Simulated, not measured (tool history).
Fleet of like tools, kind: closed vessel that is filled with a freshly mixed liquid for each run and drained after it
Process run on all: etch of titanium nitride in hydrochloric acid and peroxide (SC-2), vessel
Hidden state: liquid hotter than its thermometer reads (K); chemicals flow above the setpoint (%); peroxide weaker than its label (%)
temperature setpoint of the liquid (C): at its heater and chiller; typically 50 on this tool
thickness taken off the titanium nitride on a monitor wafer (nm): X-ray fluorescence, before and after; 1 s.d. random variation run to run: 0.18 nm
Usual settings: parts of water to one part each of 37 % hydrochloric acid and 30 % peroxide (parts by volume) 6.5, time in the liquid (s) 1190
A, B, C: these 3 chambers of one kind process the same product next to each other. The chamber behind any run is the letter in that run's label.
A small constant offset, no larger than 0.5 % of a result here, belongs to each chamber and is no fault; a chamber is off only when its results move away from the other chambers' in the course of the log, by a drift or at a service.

run	hour	temperature setpoint of the liquid (C)	parts of water to one part each of 37 % hydrochloric acid and 30 % peroxide (parts by volume)	time in the liquid (s)	hours since the thermometer was replaced	hours since the chemicals flow meter was replaced	hours since the drum of peroxide was connected	read-back film thickness of the titanium nitride reference wafer, read on the same gauge (nm)	thickness taken off the titanium nitride on a monitor wafer (nm)
1A	3.9	50	6.5	1190	173.7	1466.2	512.8	110.00	23.7120
2B	9.0	50	6.5	1190	257.1	1647.5	223.0	109.99	23.3800
3C	15.2	50	6.5	1190	674.9	229.2	465.2	110.00	23.0900
4C	19.3	50	6.5	1190	679.0	233.3	469.3	110.02	23.2960
5A	24.2	50	6.5	1190	194.0	1486.5	533.1	110.03	23.3490
6B	28.2	50	6.5	1190	276.3	1666.7	242.2	110.01	22.9590
7A	34.8	50	6.5	1190	204.6	1497.1	543.7	110.01	23.6930
8B	41.8	50	6.5	1190	289.9	1680.3	255.8	110.00	23.6660
9C	46.4	50	6.5	1190	706.1	260.4	496.4	109.99	23.5040
10A	53.5	50	6.5	1190	223.3	1515.8	562.4	109.99	23.2870
11B	60.4	50	6.5	1190	308.5	1698.9	274.4	110.01	23.0240
12C	67.4	50	6.5	1190	727.1	281.4	517.4	110.01	23.1080
13A	72.3	50	6.5	1190	242.1	1534.6	581.2	110.01	23.1250
14B	77.6	50	6.5	1190	325.7	1716.1	291.6	110.00	23.6250
15C	82.3	50	6.5	1190	742.0	296.3	532.3	109.99	23.2430
16A	86.7	50	6.5	1190	256.5	1549.0	595.6	110.00	23.6140
17B	93.8	42	6.5	520	341.9	1732.3	307.8	110.01	5.8199
18C	97.7	42	6.5	520	757.4	311.7	547.7	110.00	5.8694
19B	102.9	42	6.5	520	351.0	1741.4	316.9	110.01	5.8982
20C	110.3	50	6.5	1190	770.0	324.3	560.3	109.99	23.3870
21A	118.3	50	6.5	1190	288.1	1580.6	627.2	110.00	23.3260
22A	126.0	50	6.5	1190	295.8	1588.3	634.9	109.99	23.2580
23C	129.7	50	6.5	1190	789.4	343.7	579.7	110.00	23.0260
24B	135.3	50	5.5	1725	383.4	1773.8	349.3	110.00	37.9610
25A	141.9	50	5.5	1725	311.7	1604.2	650.8	110.01	38.8110
26B	148.6	50	5.5	1725	396.7	1787.1	362.6	109.99	38.4070
27C	153.7	50	6.5	1190	813.4	367.7	603.7	110.00	23.1780

All chambers now run identical settings, listed one chamber a line with results as question marks. What results will each chamber show?
28A	159.6	44	6.5	1190					?
28B	159.6	44	6.5	1190					?
28C	159.6	44	6.5	1190					?

run	thickness taken off the titanium nitride on a monitor wafer (nm)
28A	15.5120
28B	15.5260
28C	15.4470

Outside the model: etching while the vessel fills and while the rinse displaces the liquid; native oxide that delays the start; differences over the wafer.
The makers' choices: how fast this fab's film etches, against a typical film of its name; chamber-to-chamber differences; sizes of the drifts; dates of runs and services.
